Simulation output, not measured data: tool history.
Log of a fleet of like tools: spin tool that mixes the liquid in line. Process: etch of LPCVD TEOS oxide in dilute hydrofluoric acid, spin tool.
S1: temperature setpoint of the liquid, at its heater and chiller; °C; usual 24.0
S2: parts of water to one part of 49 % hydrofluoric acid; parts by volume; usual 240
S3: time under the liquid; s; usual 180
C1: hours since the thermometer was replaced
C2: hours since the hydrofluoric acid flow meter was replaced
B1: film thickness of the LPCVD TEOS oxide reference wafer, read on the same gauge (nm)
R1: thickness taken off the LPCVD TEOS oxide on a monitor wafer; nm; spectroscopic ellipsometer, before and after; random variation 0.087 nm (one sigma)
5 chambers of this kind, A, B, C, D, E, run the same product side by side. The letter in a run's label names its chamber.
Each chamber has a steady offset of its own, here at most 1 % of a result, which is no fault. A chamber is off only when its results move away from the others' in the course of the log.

run	day	S1	S2	S3	C1	C2	B1	R1
1C	0.329	24.0	240	180	852.1	1521.6	80.035	17.289
2E	0.542	24.0	240	180	660.6	701.7	79.996	17.505
3A	0.725	24.0	240	180	1357.9	1426.4	80.023	17.543
4B	1.062	24.0	240	180	587.3	673.6	79.981	17.411
5D	1.388	24.0	240	180	1041.4	157.3	80.011	17.603
6A	1.721	24.0	240	180	1381.8	1450.3	79.975	17.528
7C	1.967	22.0	295	180	891.4	1560.9	79.973	12.495
8B	2.238	22.0	295	180	615.5	701.8	80.004	12.541
9E	2.558	22.0	295	180	709.0	750.1	79.999	12.681
10D	2.758	22.0	295	180	1074.3	190.2	79.999	12.664
# day 2.996: chamber E: hydrofluoric acid flow meter replaced
11D	3.104	22.0	295	180	1082.6	198.5	80.019	12.686
12A	3.279	24.0	240	180	1419.2	1487.7	80.007	17.609
13B	3.488	24.0	285	180	645.5	731.8	80.006	14.003
14E	3.800	24.0	285	180	738.8	19.3	79.975	14.235
15C	4.058	24.0	285	180	941.6	1611.1	79.996	14.077
16C	4.429	24.0	285	180	950.5	1620.0	79.997	14.018
17A	4.679	24.0	285	180	1452.8	1521.3	79.968	14.054
18D	4.917	24.0	240	180	1126.1	242.0	80.018	17.491
19E	5.129	24.0	240	180	770.7	51.2	79.978	17.660
20B	5.383	24.0	240	180	691.0	777.3	79.997	17.084
21D	5.662	24.0	240	180	1144.0	259.9	80.035	17.646
22B	5.846	24.0	240	180	702.1	788.4	80.024	16.994
23E	6.150	24.0	240	180	795.2	75.7	80.029	17.539
24C	6.358	24.0	240	180	996.8	1666.3	79.998	17.336
25A	6.729	24.0	240	180	1502.0	1570.5	79.996	17.508
26A	6.900	24.0	240	180	1506.1	1574.6	79.994	17.683
27D	7.242	24.0	240	180	1181.9	297.8	79.982	17.672
28B	7.546	24.0	240	180	742.9	829.2	80.012	16.865
29C	7.762	24.0	240	180	1030.5	1700.0	79.981	17.371
30E	7.962	24.0	240	180	838.7	119.2	79.995	17.523
31B	8.150	24.0	240	180	757.4	843.7	79.995	16.729
32A	8.429	24.0	240	180	1542.8	1611.3	80.026	17.570
33D	8.662	24.0	240	180	1216.0	331.9	79.984	17.606
34C	9.025	24.0	240	180	1060.8	1730.3	80.039	17.364
35E	9.250	24.0	240	180	869.6	150.1	80.020	17.572
36C	9.625	24.0	240	180	1075.2	1744.7	79.989	17.357
37A	10.021	24.0	240	230	1581.0	1649.5	79.994	22.418
38B	10.300	24.0	240	230	809.0	895.3	79.957	21.042

What goes on in this fleet: one chamber off, a drifting gauge, or nothing beyond the chambers' own small offsets? Name the chamber and the cause, if any.

Chamber B drifts away from the others.
Cause: liquid colder than its thermometer reads (K) = 1.47.
The log may not tell that from: hydrofluoric acid flow below the setpoint (%).

Here are 4 candidates for chamber B's next run, each the usual settings with a change, their results left as question marks. Which one brings its results back in line with what the others give on the usual settings?
In line means no further than this from the other chambers' mean on the usual settings: R1 0.300 nm
39B-1	10.588	24.0	240	160				?
39B-2	10.588	24.0	235	185				?
39B-3	10.588	24.0	245	175				?
39B-4	10.588	24.0	220	180				?

The other chambers' mean on the usual settings: R1 17.522 nm
run	R1
39B-1	14.708
39B-2	17.460
39B-3	15.677
39B-4	18.438
39B-2 brings the chamber back in line.

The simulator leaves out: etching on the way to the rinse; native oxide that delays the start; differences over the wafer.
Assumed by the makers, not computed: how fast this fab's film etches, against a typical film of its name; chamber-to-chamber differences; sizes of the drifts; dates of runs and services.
